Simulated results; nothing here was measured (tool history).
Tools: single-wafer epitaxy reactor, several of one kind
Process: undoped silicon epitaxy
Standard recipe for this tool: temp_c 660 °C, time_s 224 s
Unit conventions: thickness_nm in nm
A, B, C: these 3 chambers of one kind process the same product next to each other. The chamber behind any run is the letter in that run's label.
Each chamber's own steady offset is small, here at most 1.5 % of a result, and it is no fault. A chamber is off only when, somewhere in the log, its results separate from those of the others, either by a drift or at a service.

run   hour  temp_c  time_s  hours since the last pyrometer calibration  read-back reference wafer on the same gauge, thickness_nm  thickness_nm
 1B    4.2     660     224                                      2953.4                                                     51.903        46.854
 2C   12.2     660     224                                        46.7                                                     51.849        46.642
 3A   20.8     660     224                                        1840                                                     51.906        46.065
 4B   27.8     660     224                                        2977                                                     51.877        47.142
 5C   32.8     660     224                                        67.3                                                     51.903        46.532
 6A   36.9     660     224                                      1856.1                                                     51.913        46.153
 7C   42.3     660     224                                        76.8                                                     51.853        46.357
 8B   47.7     665     187                                      2996.9                                                     51.889         43.66
 9A   56.5     665     187                                      1875.7                                                     51.906         43.15
10A   64.6     665     187                                      1883.8                                                     51.918        42.937
11B   73.1     650     224                                      3022.3                                                     51.903        38.044
12C   77.3     650     224                                       111.8                                                     51.881        37.439
13C   84.2     650     224                                       118.7                                                     51.927        37.415
        88  -- chamber A: pyrometer calibrated
14B   91.5     650     224                                      3040.7                                                     51.915        37.743
15A   96.4     650     224                                         8.5                                                     51.884        36.984
16A  103.6     650     224                                        15.7                                                      51.93        37.055
17B  109.5     660     224                                      3058.7                                                     51.889        46.956
18C    118     660     197                                       152.5                                                     51.923        41.038
     124.9  -- chamber B: pyrometer calibrated
19A  125.4     660     197                                        37.5                                                      51.89         40.63
20C  133.9     660     197                                       168.4                                                     51.925        40.906
21B  141.4     667     241                                        16.5                                                     51.889        60.348
22C  148.8     667     241                                       183.3                                                      51.94        57.725
23A    155     667     241                                        67.1                                                     51.904        57.369
24B  159.7     660     224                                        34.8                                                     51.893        48.245
25B  164.1     660     224                                        39.2                                                     51.833        48.353
26C  169.3     660     224                                       203.8                                                     51.955         46.77
27A  173.8     660     224                                        85.9                                                     51.855        46.137
28A  180.5     668     224                                        92.6                                                     51.898        54.277
29B  188.1     668     224                                        63.2                                                      51.86        57.461
30C  194.5     668     224                                         229                                                     51.885        55.213
31C  199.9     660     224                                       234.4                                                     51.903        46.592

The same settings go to every chamber for the next run, one line per chamber below. Forecast the results for each:
32A  206.2     660     224                                                                                                                    ?
32B  206.2     660     224                                                                                                                    ?
32C  206.2     660     224                                                                                                                    ?

run  thickness_nm
32A        46.147
32B        48.213
32C        46.684

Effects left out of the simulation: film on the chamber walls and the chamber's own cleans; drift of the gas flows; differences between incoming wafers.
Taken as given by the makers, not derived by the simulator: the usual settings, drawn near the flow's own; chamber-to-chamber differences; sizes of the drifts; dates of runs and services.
